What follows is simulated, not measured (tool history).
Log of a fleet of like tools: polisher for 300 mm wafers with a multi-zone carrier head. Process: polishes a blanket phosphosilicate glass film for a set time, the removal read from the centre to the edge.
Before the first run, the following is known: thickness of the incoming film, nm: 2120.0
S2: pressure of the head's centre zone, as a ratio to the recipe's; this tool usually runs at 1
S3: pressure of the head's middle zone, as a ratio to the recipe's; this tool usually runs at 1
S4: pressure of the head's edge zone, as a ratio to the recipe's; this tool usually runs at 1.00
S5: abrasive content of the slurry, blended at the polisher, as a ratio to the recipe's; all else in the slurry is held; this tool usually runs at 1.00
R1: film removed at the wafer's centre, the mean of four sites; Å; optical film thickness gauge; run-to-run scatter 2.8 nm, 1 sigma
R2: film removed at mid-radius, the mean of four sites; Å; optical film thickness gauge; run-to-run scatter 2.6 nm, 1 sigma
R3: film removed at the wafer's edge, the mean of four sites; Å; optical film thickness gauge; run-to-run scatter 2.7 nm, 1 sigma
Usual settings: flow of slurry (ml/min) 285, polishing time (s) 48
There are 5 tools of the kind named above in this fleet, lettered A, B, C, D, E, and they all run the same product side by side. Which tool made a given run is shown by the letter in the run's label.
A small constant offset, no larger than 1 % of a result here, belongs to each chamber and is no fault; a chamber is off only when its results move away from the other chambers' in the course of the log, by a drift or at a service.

run 1B day=0.354 | flow_of_slurry_(ml/min)=285 S2=1 S3=1 S4=1.00 S5=1.00 polishing_time_(s)=48 | R1=3901.6 R2=3966.9 R3=3879.8
run 2D day=0.704 | flow_of_slurry_(ml/min)=285 S2=1 S3=1 S4=1.00 S5=1.00 polishing_time_(s)=48 | R1=3938.5 R2=3970.1 R3=3921.4
-- day=0.842 chamber E: worn pad replaced by a new one
run 3A day=1.092 | flow_of_slurry_(ml/min)=285 S2=1 S3=1 S4=1.00 S5=1.00 polishing_time_(s)=48 | R1=3961.1 R2=3969.9 R3=4042.9
-- day=1.462 chamber D: worn pad replaced by a new one
run 4C day=1.462 | flow_of_slurry_(ml/min)=285 S2=1 S3=1 S4=1.00 S5=1.00 polishing_time_(s)=48 | R1=3920.9 R2=3911.3 R3=3867.2
run 5E day=2.046 | flow_of_slurry_(ml/min)=285 S2=1 S3=1 S4=1.00 S5=1.00 polishing_time_(s)=48 | R1=3972.0 R2=3935.3 R3=3922.4
-- day=2.229 chamber B: worn pad replaced by a new one
run 6B day=2.517 | flow_of_slurry_(ml/min)=285 S2=1 S3=1 S4=1.00 S5=1.00 polishing_time_(s)=48 | R1=3932.1 R2=3913.1 R3=3988.1
run 7E day=3.033 | flow_of_slurry_(ml/min)=285 S2=1 S3=1 S4=0.93 S5=1.00 polishing_time_(s)=48 | R1=3999.0 R2=3898.4 R3=3834.7
run 8C day=3.404 | flow_of_slurry_(ml/min)=285 S2=1 S3=1 S4=0.93 S5=1.00 polishing_time_(s)=48 | R1=3937.6 R2=3920.3 R3=3750.6
-- day=3.650 chamber A: worn pad replaced by a new one
-- day=3.679 chamber C: worn pad replaced by a new one
run 9D day=3.725 | flow_of_slurry_(ml/min)=285 S2=1 S3=1 S4=0.93 S5=1.00 polishing_time_(s)=48 | R1=3958.1 R2=3924.3 R3=3795.8
-- day=4.033 chamber D: centre zone pressure recalibrated
run 10A day=4.283 | flow_of_slurry_(ml/min)=285 S2=1 S3=1 S4=0.93 S5=1.00 polishing_time_(s)=48 | R1=3959.5 R2=3962.1 R3=3866.3
-- day=4.596 chamber A: slurry nozzle cleaned
-- day=4.662 chamber E: worn pad replaced by a new one
run 11B day=4.671 | flow_of_slurry_(ml/min)=285 S2=1 S3=1 S4=0.93 S5=1.00 polishing_time_(s)=48 | R1=3880.6 R2=3911.8 R3=3783.3
run 12D day=5.046 | flow_of_slurry_(ml/min)=285 S2=1 S3=1 S4=1.00 S5=1.00 polishing_time_(s)=48 | R1=3997.3 R2=3924.5 R3=3911.0
run 13E day=5.454 | flow_of_slurry_(ml/min)=285 S2=1 S3=1 S4=1.00 S5=1.00 polishing_time_(s)=48 | R1=3979.7 R2=3949.0 R3=3967.6
-- day=5.550 chamber E: slurry nozzle cleaned
run 14A day=5.854 | flow_of_slurry_(ml/min)=285 S2=1 S3=1 S4=1.00 S5=1.00 polishing_time_(s)=48 | R1=3948.8 R2=3977.7 R3=4023.3
-- day=6.071 chamber D: worn pad replaced by a new one
-- day=6.267 chamber B: worn pad replaced by a new one
run 15C day=6.333 | flow_of_slurry_(ml/min)=195 S2=1 S3=1 S4=1.00 S5=1.00 polishing_time_(s)=48 | R1=3707.6 R2=3733.7 R3=3759.7
run 16E day=6.888 | flow_of_slurry_(ml/min)=195 S2=1 S3=1 S4=1.00 S5=1.00 polishing_time_(s)=48 | R1=3775.1 R2=3725.9 R3=3824.9
-- day=7.217 chamber A: worn pad replaced by a new one
run 17C day=7.367 | flow_of_slurry_(ml/min)=195 S2=1 S3=1 S4=1.00 S5=1.00 polishing_time_(s)=48 | R1=3746.3 R2=3780.4 R3=3757.4
run 18A day=7.733 | flow_of_slurry_(ml/min)=195 S2=1 S3=1 S4=1.00 S5=1.00 polishing_time_(s)=48 | R1=3775.0 R2=3799.4 R3=3846.1
-- day=7.833 chamber C: worn pad replaced by a new one
-- day=7.979 chamber E: worn pad replaced by a new one
run 19B day=8.138 | flow_of_slurry_(ml/min)=195 S2=1 S3=1 S4=1.00 S5=1.00 polishing_time_(s)=48 | R1=3767.2 R2=3730.5 R3=3775.7
run 20D day=8.438 | flow_of_slurry_(ml/min)=285 S2=1 S3=1 S4=1.00 S5=1.00 polishing_time_(s)=48 | R1=3955.4 R2=3926.2 R3=3974.4
-- day=8.583 chamber D: slurry nozzle cleaned
-- day=8.875 chamber B: slurry nozzle cleaned
run 21D day=9.012 | flow_of_slurry_(ml/min)=205 S2=1 S3=1 S4=0.91 S5=1.00 polishing_time_(s)=48 | R1=3812.9 R2=3822.6 R3=3653.7
run 22E day=9.388 | flow_of_slurry_(ml/min)=205 S2=1 S3=1 S4=0.91 S5=1.00 polishing_time_(s)=48 | R1=3856.0 R2=3774.6 R3=3642.0
-- day=9.467 chamber E: centre zone pressure recalibrated
run 23C day=9.696 | flow_of_slurry_(ml/min)=205 S2=1 S3=1 S4=0.91 S5=1.00 polishing_time_(s)=48 | R1=3774.0 R2=3796.8 R3=3599.1
-- day=9.746 chamber B: worn pad replaced by a new one
-- day=9.871 chamber C: centre zone pressure recalibrated
run 24B day=10.271 | flow_of_slurry_(ml/min)=205 S2=1 S3=1 S4=0.91 S5=1.00 polishing_time_(s)=48 | R1=3738.3 R2=3786.9 R3=3674.2
-- day=10.783 chamber A: centre zone pressure recalibrated
run 25A day=10.788 | flow_of_slurry_(ml/min)=205 S2=1 S3=1 S4=0.91 S5=1.00 polishing_time_(s)=48 | R1=3450.4 R2=3804.9 R3=3642.3
-- day=10.938 chamber A: worn pad replaced by a new one
run 26A day=11.171 | flow_of_slurry_(ml/min)=285 S2=1 S3=1 S4=1.00 S5=1.00 polishing_time_(s)=48 | R1=3638.3 R2=4009.9 R3=3975.3
-- day=11.325 chamber E: worn pad replaced by a new one
-- day=11.392 chamber D: worn pad replaced by a new one
run 27C day=11.633 | flow_of_slurry_(ml/min)=285 S2=1 S3=1 S4=0.90 S5=1.00 polishing_time_(s)=48 | R1=3921.8 R2=3871.7 R3=3746.4
-- day=11.962 chamber C: worn pad replaced by a new one
run 28E day=12.017 | flow_of_slurry_(ml/min)=285 S2=1 S3=1 S4=0.90 S5=1.00 polishing_time_(s)=48 | R1=3977.2 R2=3964.0 R3=3687.1
-- day=12.288 chamber C: edge zone pressure recalibrated
run 29D day=12.517 | flow_of_slurry_(ml/min)=285 S2=1 S3=1 S4=0.90 S5=1.00 polishing_time_(s)=48 | R1=3974.9 R2=3934.0 R3=3697.0
-- day=12.912 chamber B: worn pad replaced by a new one
run 30B day=13.008 | flow_of_slurry_(ml/min)=285 S2=1 S3=1 S4=0.90 S5=1.00 polishing_time_(s)=48 | R1=3906.4 R2=3953.1 R3=3717.5
run 31A day=13.554 | flow_of_slurry_(ml/min)=285 S2=1 S3=1 S4=0.90 S5=1.00 polishing_time_(s)=48 | R1=3594.2 R2=3985.8 R3=3766.8
run 32B day=13.846 | flow_of_slurry_(ml/min)=285 S2=1 S3=1 S4=1.00 S5=1.00 polishing_time_(s)=48 | R1=3951.8 R2=3919.3 R3=3977.0
run 33C day=14.333 | flow_of_slurry_(ml/min)=285 S2=1 S3=1 S4=1.00 S5=1.00 polishing_time_(s)=48 | R1=3908.2 R2=3954.6 R3=3898.0
-- day=14.825 chamber A: worn pad replaced by a new one
run 34D day=14.892 | flow_of_slurry_(ml/min)=285 S2=1 S3=1 S4=1.00 S5=1.00 polishing_time_(s)=48 | R1=3984.4 R2=3918.1 R3=3897.6
-- day=15.088 chamber E: edge zone pressure recalibrated
-- day=15.262 chamber E: worn pad replaced by a new one
run 35E day=15.442 | flow_of_slurry_(ml/min)=285 S2=1 S3=1 S4=1.00 S5=1.00 polishing_time_(s)=48 | R1=4012.0 R2=3960.8 R3=3938.3
-- day=15.492 chamber C: worn pad replaced by a new one
-- day=15.846 chamber D: worn pad replaced by a new one
run 36E day=16.038 | flow_of_slurry_(ml/min)=285 S2=1 S3=1 S4=1.00 S5=1.00 polishing_time_(s)=48 | R1=4024.6 R2=3889.8 R3=3952.0
run 37D day=16.425 | flow_of_slurry_(ml/min)=285 S2=1 S3=1 S4=1.00 S5=1.00 polishing_time_(s)=48 | R1=3914.2 R2=3980.8 R3=3916.6
run 38A day=16.717 | flow_of_slurry_(ml/min)=285 S2=1 S3=1 S4=1.00 S5=1.00 polishing_time_(s)=48 | R1=3589.2 R2=3928.2 R3=4020.9
run 39C day=16.983 | flow_of_slurry_(ml/min)=255 S2=1 S3=1 S4=1.00 S5=1.00 polishing_time_(s)=48 | R1=3952.3 R2=3894.1 R3=3885.8

Read the log: is a single chamber off, either drifting away or since a service, is the gauge that measures every chamber drifting, or is nothing wrong beyond small per-chamber offsets? Name any odd chamber and what most likely caused it.

The work done on chamber A during a service left it standing apart from the others.
What lies behind it: centre zone's pressure below its setpoint, % = 7.88.

Below are 4 candidate recipes for chamber A's next run, each the usual settings with a change, their results shown as question marks. Which of them brings A's results back in line with what the other chambers give on the usual settings?
In line here means within this much of the mean the other chambers give on the usual settings: R1 96.0 Å; R2 91.0 Å; R3 94.0 Å
run 40A-1 day=17.421 | flow_of_slurry_(ml/min)=290 S2=1.08 S3=0.99 S4=0.97 S5=1.00 polishing_time_(s)=48 | R1=? R2=? R3=?
run 40A-2 day=17.421 | flow_of_slurry_(ml/min)=295 S2=1.13 S3=0.98 S4=0.95 S5=1.00 polishing_time_(s)=48 | R1=? R2=? R3=?
run 40A-3 day=17.421 | flow_of_slurry_(ml/min)=280 S2=0.92 S3=1.01 S4=1.03 S5=1.00 polishing_time_(s)=48 | R1=? R2=? R3=?
run 40A-4 day=17.421 | flow_of_slurry_(ml/min)=275 S2=0.88 S3=1.02 S4=1.05 S5=1.00 polishing_time_(s)=48 | R1=? R2=? R3=?

Mean of the other chambers on the usual settings: R1 3954.8 Å; R2 3931.7 Å; R3 3918.4 Å
run=40A-1 R1=3942.5 R2=3928.2 R3=3925.5
run=40A-2 R1=4151.9 R2=3898.1 R3=3888.7
run=40A-3 R1=3284.0 R2=3988.6 R3=4040.6
run=40A-4 R1=3116.8 R2=4017.4 R3=4076.4
40A-1 puts the chamber back in line with the other chambers.
